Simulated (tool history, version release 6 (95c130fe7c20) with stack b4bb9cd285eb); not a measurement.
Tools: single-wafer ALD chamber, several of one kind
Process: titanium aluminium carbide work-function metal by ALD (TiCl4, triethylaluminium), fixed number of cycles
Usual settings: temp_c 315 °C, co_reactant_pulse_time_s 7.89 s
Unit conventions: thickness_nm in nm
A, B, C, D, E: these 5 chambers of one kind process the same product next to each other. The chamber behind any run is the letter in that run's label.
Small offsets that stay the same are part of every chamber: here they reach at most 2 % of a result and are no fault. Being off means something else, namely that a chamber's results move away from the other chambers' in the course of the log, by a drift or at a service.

run,hour,temp_c,co_reactant_pulse_time_s,hours since the last thermocouple change,hours since the last triethylaluminium bottle change,"read-back reference wafer on the same gauge, thickness_nm",thickness_nm
1A,11.9,315,7.89,632.6,1758.0,1.9304,2.0890
2C,18.9,315,7.89,1291.0,26.0,1.9296,2.0217
3D,25.4,315,7.89,1026.2,1261.1,1.9320,2.0775
4E,39.2,315,7.89,1131.4,598.6,1.9292,2.0894
5B,46.3,315,7.89,103.4,402.2,1.9295,2.0768
6B,58.5,315,7.89,115.6,414.4,1.9290,2.0605
7A,68.2,315,7.89,688.9,1814.3,1.9298,2.0713
8E,81.7,325,5.22,1173.9,641.1,1.9296,1.8978
9D,89.3,325,5.22,1090.1,1325.0,1.9276,1.9185
10C,97.0,325,5.22,1369.1,104.1,1.9343,1.8984
11C,106.2,325,5.22,1378.3,113.3,1.9303,1.8975
12D,114.3,325,5.22,1115.1,1350.0,1.9331,1.9341
13A,120.4,315,10.58,741.1,1866.5,1.9291,2.1873
14E,130.0,315,10.58,1222.2,689.4,1.9307,2.1397
15B,140.0,315,10.58,197.1,495.9,1.9290,2.1478
# hour 148.8: chamber A: triethylaluminium bottle replaced
16B,151.3,315,10.58,208.4,507.2,1.9295,2.1268
17A,162.9,315,10.58,783.6,14.1,1.9326,2.1660
18C,172.5,315,7.89,1444.6,179.6,1.9288,2.0229
19E,179.8,315,7.89,1272.0,739.2,1.9271,2.0721
20D,191.4,315,7.89,1192.2,1427.1,1.9301,2.0827
21E,199.9,315,7.89,1292.1,759.3,1.9303,2.0653
22C,212.4,315,7.89,1484.5,219.5,1.9283,2.0499
23B,222.6,325,10.19,279.7,578.5,1.9303,2.2341
24A,229.6,325,10.19,850.3,80.8,1.9310,2.2674
25D,239.6,325,10.19,1240.4,1475.3,1.9308,2.2385
26E,251.5,325,10.19,1343.7,810.9,1.9311,2.2433
# hour 257.1: chamber A: thermocouple changed; heater temperature recalibrated
27D,264.9,325,10.19,1265.7,1500.6,1.9299,2.2424
28C,278.0,315,7.89,1550.1,285.1,1.9316,2.0247
29B,290.8,315,7.89,347.9,646.7,1.9316,2.0640
30A,297.5,315,7.89,40.4,148.7,1.9322,2.0767
31C,305.0,315,7.89,1577.1,312.1,1.9294,2.0522
32D,318.4,315,7.89,1319.2,1554.1,1.9296,2.0641
33B,328.7,325,7.89,385.8,684.6,1.9311,2.1504
34A,337.2,325,7.89,80.1,188.4,1.9299,2.1976
35E,346.9,325,7.89,1439.1,906.3,1.9301,2.1706
36A,357.4,325,7.89,100.3,208.6,1.9286,2.1644
37B,367.6,325,7.89,424.7,723.5,1.9305,2.1470
38D,381.3,315,7.89,1382.1,1617.0,1.9298,2.0972
39C,389.1,315,7.89,1661.2,396.2,1.9318,2.0254
40E,398.2,315,7.89,1490.4,957.6,1.9300,2.0643
41B,407.3,315,7.89,464.4,763.2,1.9316,2.0612
42E,415.3,315,7.89,1507.5,974.7,1.9285,2.0803
43A,423.0,315,10.48,165.9,274.2,1.9321,2.1589

Read the log: is a single chamber off, either drifting away or since a service, is the gauge that measures every chamber drifting, or is nothing wrong beyond small per-chamber offsets? Name any odd chamber and what most likely caused it.

All chambers stay in line apart from their small fixed offsets, and the gauge does not drift.
